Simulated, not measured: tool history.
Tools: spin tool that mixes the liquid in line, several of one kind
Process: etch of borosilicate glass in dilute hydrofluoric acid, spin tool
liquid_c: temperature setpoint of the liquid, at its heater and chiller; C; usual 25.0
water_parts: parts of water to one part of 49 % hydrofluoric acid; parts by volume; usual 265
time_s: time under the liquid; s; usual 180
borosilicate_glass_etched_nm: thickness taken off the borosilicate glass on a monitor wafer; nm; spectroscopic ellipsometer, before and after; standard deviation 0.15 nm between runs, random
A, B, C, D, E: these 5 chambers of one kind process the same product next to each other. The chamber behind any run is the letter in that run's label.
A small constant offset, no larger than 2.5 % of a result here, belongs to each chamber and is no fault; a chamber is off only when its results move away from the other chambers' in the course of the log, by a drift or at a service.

run    day  liquid_c  water_parts  time_s  read-back film thickness of the borosilicate glass reference wafer, read on the same gauge (nm)  borosilicate_glass_etched_nm
 1B  0.142      25.0          265     180                                                                                           39.999                        20.000
 2C  0.288      25.0          265     180                                                                                           40.001                        20.015
 3A  0.379      25.0          265     180                                                                                           40.007                        19.922
 4D  0.496      25.0          265     180                                                                                           40.012                        20.365
 5E  0.583      25.0          265     180                                                                                           39.992                        19.828
 6E  0.717      25.0          265     180                                                                                           39.979                        19.887
 7B  0.850      25.0          265     180                                                                                           39.967                        20.177
 8C  1.000      25.0          265     180                                                                                           39.993                        20.006
 9A  1.129      25.0          265     180                                                                                           39.982                        20.139
10D  1.283      25.0          265     180                                                                                           40.005                        20.407
11B  1.462      25.0          265     180                                                                                           39.991                        20.162
12E  1.554      25.0          335     180                                                                                           40.012                        14.865
13D  1.721      25.0          335     180                                                                                           39.999                        15.042
     1.725  -- chamber C: hydrofluoric acid flow meter replaced
14A  1.879      25.0          335     180                                                                                           40.002                        14.719
15C  2.050      25.0          335     180                                                                                           39.996                        14.885
16B  2.142      25.0          335     180                                                                                           40.002                        14.682
17A  2.242      25.0          265     180                                                                                           39.992                        20.109
18D  2.408      25.0          265     180                                                                                           40.006                        20.810
19C  2.488      25.0          265     180                                                                                           40.009                        20.518
20E  2.650      25.0          265     180                                                                                           40.002                        19.787
21A  2.783      25.0          265     180                                                                                           39.985                        19.881
22B  2.950      25.0          265     180                                                                                           39.996                        19.834
23E  3.029      25.0          265     180                                                                                           39.990                        20.082
24C  3.196      25.0          265     180                                                                                           40.004                        20.112
25D  3.317      21.0          265     115                                                                                           40.006                        11.709
26E  3.438      21.0          265     115                                                                                           40.029                        11.011
27A  3.554      21.0          265     115                                                                                           40.005                        11.034
28B  3.696      21.0          265     115                                                                                           40.010                        11.239
29C  3.817      21.0          265     115                                                                                           39.996                        11.147
30D  3.896      27.5          265     180                                                                                           39.984                        22.958
31C  4.000      27.5          265     180                                                                                           40.006                        21.907
32D  4.121      27.5          265     180                                                                                           39.984                        23.084
33A  4.204      27.5          265     180                                                                                           39.996                        21.804
34E  4.354      27.5          265     180                                                                                           39.995                        21.864
35B  4.488      25.0          265     180                                                                                           40.011                        19.922
36A  4.667      25.0          265     180                                                                                           40.002                        19.807
37E  4.754      25.0          265     180                                                                                           40.014                        19.732
38C  4.842      25.0          265     180                                                                                           39.999                        19.944
39D  4.942      25.0          265     180                                                                                           40.021                        21.913
40B  5.029      25.0          265     180                                                                                           40.013                        20.060
41B  5.112      25.0          265     180                                                                                           40.011                        19.890

For the next run the whole fleet of 5 chambers uses the same settings. Give each chamber's results:
42A  5.242      25.0          265     180                                                                                                                              ?
42B  5.242      25.0          265     180                                                                                                                              ?
42C  5.242      25.0          265     180                                                                                                                              ?
42D  5.242      25.0          265     180                                                                                                                              ?
42E  5.242      25.0          265     180                                                                                                                              ?

run  borosilicate_glass_etched_nm
42A                        20.064
42B                        20.024
42C                        20.239
42D                        21.639
42E                        19.901
